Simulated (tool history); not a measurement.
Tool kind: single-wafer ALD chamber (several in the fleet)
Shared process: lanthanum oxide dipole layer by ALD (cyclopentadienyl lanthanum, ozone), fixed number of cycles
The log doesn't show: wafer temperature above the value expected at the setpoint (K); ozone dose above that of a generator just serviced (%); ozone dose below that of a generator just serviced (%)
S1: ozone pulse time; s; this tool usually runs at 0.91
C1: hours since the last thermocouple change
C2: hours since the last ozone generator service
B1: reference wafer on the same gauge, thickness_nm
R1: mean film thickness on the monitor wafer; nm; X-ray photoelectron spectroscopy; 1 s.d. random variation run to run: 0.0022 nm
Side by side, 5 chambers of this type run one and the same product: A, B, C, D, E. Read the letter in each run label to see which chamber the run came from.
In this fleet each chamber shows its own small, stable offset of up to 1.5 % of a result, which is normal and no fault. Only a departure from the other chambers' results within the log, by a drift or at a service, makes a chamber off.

run   hour    S1      C1      C2       B1       R1
         1  -- chamber A: ozone generator serviced
 1D   13.2  0.91   179.6   349.9  0.48504  0.47787
 2C   26.3  0.91   367.4     761  0.48514  0.48171
 3A   39.8  0.91   712.7    38.9  0.48517  0.48637
 4B   53.6  0.91     912     642  0.48544  0.48438
 5E   62.1  0.91  1097.1   612.4  0.48524  0.48969
 6C   74.6  0.74   415.7   809.3   0.4849  0.44504
 7D   88.2  0.74   254.6   424.9   0.4852  0.44255
 8A   96.6  0.74   769.5    95.7   0.4847  0.44897
 9E  109.5  0.74  1144.5   659.8  0.48515  0.45233
10B  124.1  0.74   982.5   712.5  0.48467  0.44808
11A  137.9  0.91   810.8     137   0.4851  0.48327
12C  151.4  0.91   492.5   886.1  0.48509  0.48228
13B  160.6  0.91    1019     749  0.48557  0.48214
14D  169.1  0.62   335.5   505.8  0.48548  0.40893
15E  181.9  0.62  1216.9   732.2  0.48464  0.41605
16A    192  0.62   864.9   191.1  0.48456  0.41254
17E  201.3  0.62  1236.3   751.6  0.48488  0.41282
18C  212.1  0.62   553.2   946.8  0.48492  0.41173
19B  222.8  0.91  1081.2   811.2  0.48521  0.47835
20D  235.1  0.91   401.5   571.8  0.48458    0.479
21E  249.4  0.91  1284.4   799.7  0.48554  0.49448
22D  260.8  0.91   427.2   597.5  0.48502   0.4805
23C  273.6  0.91   614.7  1008.3  0.48481  0.48478
     277.5  -- chamber A: thermocouple changed; heater temperature recalibrated
24A  287.3  0.91     9.8   286.4  0.48474  0.48276
25B  296.5  0.91  1154.9   884.9  0.48436  0.48418
26C    310  0.91   651.1  1044.7  0.48501  0.48155
27A    319  0.91    41.5   318.1  0.48468  0.48425
28E    329  1.09    1364   879.3  0.48503  0.51692
29B  342.4  1.09  1200.8   930.8  0.48532   0.5102
     345.4  -- chamber C: ozone generator serviced
30D  356.3  1.09   522.7     693  0.48506   0.5097
31C    364  1.09   705.1    18.6  0.48537  0.51187
32D  372.9  1.09   539.3   709.6  0.48423  0.50481
33E  381.8  0.91  1416.8   932.1  0.48476  0.49461
34A  396.9  0.91   119.4     396  0.48518  0.48353
35B  409.4  1.26  1267.8   997.8  0.48472  0.52936
36A  425.6  1.26   148.1   424.7  0.48519  0.52946

The same settings go to every chamber for the next run, one line per chamber below. Forecast the results for each:
37A  437.5  0.91               ?
37B  437.5  0.91               ?
37C  437.5  0.91               ?
37D  437.5  0.91               ?
37E  437.5  0.91               ?

run       R1
37A  0.48875
37B  0.48397
37C  0.48271
37D  0.48456
37E  0.49071

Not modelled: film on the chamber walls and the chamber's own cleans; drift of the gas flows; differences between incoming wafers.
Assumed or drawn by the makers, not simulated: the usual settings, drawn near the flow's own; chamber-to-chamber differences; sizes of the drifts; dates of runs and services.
